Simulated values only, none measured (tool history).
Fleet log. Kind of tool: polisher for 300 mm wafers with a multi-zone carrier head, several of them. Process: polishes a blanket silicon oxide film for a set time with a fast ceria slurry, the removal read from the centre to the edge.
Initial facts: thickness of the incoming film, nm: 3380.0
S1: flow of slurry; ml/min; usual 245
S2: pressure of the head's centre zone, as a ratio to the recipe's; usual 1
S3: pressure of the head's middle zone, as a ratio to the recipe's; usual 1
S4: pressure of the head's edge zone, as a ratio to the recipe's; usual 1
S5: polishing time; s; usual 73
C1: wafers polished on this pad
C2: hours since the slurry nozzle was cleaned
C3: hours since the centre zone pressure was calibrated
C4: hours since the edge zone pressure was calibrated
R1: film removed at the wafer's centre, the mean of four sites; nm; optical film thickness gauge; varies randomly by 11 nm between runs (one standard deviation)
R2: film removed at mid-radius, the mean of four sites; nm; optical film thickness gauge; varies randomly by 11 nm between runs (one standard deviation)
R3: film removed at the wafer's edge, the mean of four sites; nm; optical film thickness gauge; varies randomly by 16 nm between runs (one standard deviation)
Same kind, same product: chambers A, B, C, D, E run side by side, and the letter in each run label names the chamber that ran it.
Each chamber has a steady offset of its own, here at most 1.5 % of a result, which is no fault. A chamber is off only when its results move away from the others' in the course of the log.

run   hour   S1    S2  S3    S4  S5    C1     C2     C3     C4      R1      R2      R3
 1D      7  245     1   1     1  73    95  408.6  639.8  397.4  1156.3  1140.2  1178.4
      17.1  -- chamber A: worn pad replaced by a new one
 2E   18.3  245     1   1     1  73   595  456.4  372.9  199.2  1185.9  1161.5  1161.6
 3C   30.3  245     1   1     1  73   305  158.1  775.8  363.5  1156.8  1140.2  1157.3
 4A   40.3  245     1   1     1  73   139   95.7  260.7  648.4  1177.4  1166.9  1171.6
      41.6  -- chamber B: worn pad replaced by a new one
 5B   53.7  245     1   1     1  73    72  599.3  372.4  686.3  1155.7  1157.9  1148.7
      58.1  -- chamber E: worn pad replaced by a new one
 6E   60.9  245     1   1     1  73    17    499  415.5  241.8  1173.5  1158.7  1138.5
 7A   74.5  245     1   1     1  73   343  129.9  294.9  682.6  1185.8  1147.4  1190.8
 8B   85.7  245     1   1     1  73   263  631.3  404.4  718.3  1162.8  1132.1  1140.3
      95.2  -- chamber B: slurry nozzle cleaned
 9C   98.7  245     1   1     1  73   713  226.5  844.2  431.9  1172.8  1147.5  1151.1
10D  111.3  245     1   1     1  73   719  512.9  744.1  501.7  1148.7  1178.7  1138.4
     118.4  -- chamber C: centre zone pressure recalibrated
11E  122.2  245  0.95   1     1  60   383  560.3  476.8  303.1  901.81  944.04  937.24
12D  132.5  245  0.95   1     1  60   845  534.1  765.3  522.9  888.33  942.02   939.1
13A  141.2  245  0.95   1     1  60   742  196.6  361.6  749.3  877.36  957.27  938.39
14B  153.1  245  0.95   1     1  60   666   57.9  471.8  785.7  898.23  947.96  942.99
15C  163.2  245  0.95   1     1  60  1099    291   44.8  496.4  814.66  955.31  958.32
16A    173  245  0.88   1  0.93  73   932  228.4  393.4  781.1  995.89  1165.1    1099
     173.1  -- chamber A: worn pad replaced by a new one
     178.8  -- chamber C: worn pad replaced by a new one
17D  179.4  245  0.88   1  0.93  73  1126    581  812.2  569.8  1008.2    1160  1108.2
18C  189.5  245  0.88   1  0.93  73    64  317.3   71.1  522.7  922.93    1153  1097.5
     191.6  -- chamber E: worn pad replaced by a new one
       192  -- chamber D: worn pad replaced by a new one
19B  197.5  245  0.88   1  0.93  73   931  102.3  516.2  830.1  988.17  1142.7  1094.1
20E  203.7  245  0.88   1  0.93  73    72  641.8  558.3  384.6  1005.1  1144.9  1130.7
     212.7  -- chamber D: edge zone pressure recalibrated
21E    213  245     1   1     1  73   128  651.1  567.6  393.9  1160.3  1159.4  1160.7
22B    227  245     1   1     1  73  1108  131.8  545.7  859.6  1175.1  1163.6    1132
23D  233.8  245     1   1     1  73   249  635.4  866.6   21.2  1158.4  1168.5  1165.5
24A  244.1  245     1   1  0.92  73   424  299.5  464.5  852.2  1154.9  1181.6  1114.2
25C  256.8  245     1   1  0.92  73   466  384.6  138.4    590  1065.3  1162.9  1103.3
26A  266.6  245     1   1  0.92  73   559    322    487  874.7  1158.6  1153.7  1093.6
27C  273.6  245     1   1  0.92  73   566  401.4  155.2  606.8  1053.4    1174  1115.4
     276.8  -- chamber B: worn pad replaced by a new one
28D  282.2  245     1   1  0.92  73   539  683.8    915   69.6  1140.5  1159.9  1101.8
     290.9  -- chamber B: centre zone pressure recalibrated
29E  291.8  245     1   1     1  73   599  729.9  646.4  472.7  1152.8  1165.2    1168
30B  304.3  245     1   1     1  73   164  209.1   13.4  936.9  1166.1  1162.2  1143.8
31A  312.4  245     1   1     1  73   833  367.8  532.8  920.5  1163.4  1155.3  1159.5

Is one chamber out of step, is the gauge drifting, or do the chambers differ by no more than their own small offsets? For an off chamber, give its letter and the likeliest cause.

Chamber C came out of a service off from its peers and stayed that way.
What lies behind it: centre zone's pressure below its setpoint, % = 7.88.

Below are 4 candidate recipes for chamber C's next run, each the usual settings with a change, their results shown as question marks. Which of them brings C's results back in line with what the other chambers give on the usual settings?
In line here means within this much of the mean the other chambers give on the usual settings: R1 38 nm; R2 39 nm; R3 56 nm
32C-1  322.7  245  0.98     1  1.01  73                   ?   ?   ?
32C-2  322.7  250  1.07  0.99  0.97  74                   ?   ?   ?
32C-3  322.7  240  0.93  1.01  1.03  72                   ?   ?   ?
32C-4  322.7  245  1.02     1  0.99  73                   ?   ?   ?

Usual-settings mean across the other chambers: R1 1154.7 nm; R2 1158.9 nm; R3 1154.4 nm
  run      R1      R2      R3
32C-1  1034.7  1162.6  1164.2
32C-2  1157.8  1170.1    1158
32C-3  960.65  1154.5  1157.7
32C-4  1081.2  1162.4  1152.2
32C-2 brings the chamber back in line.
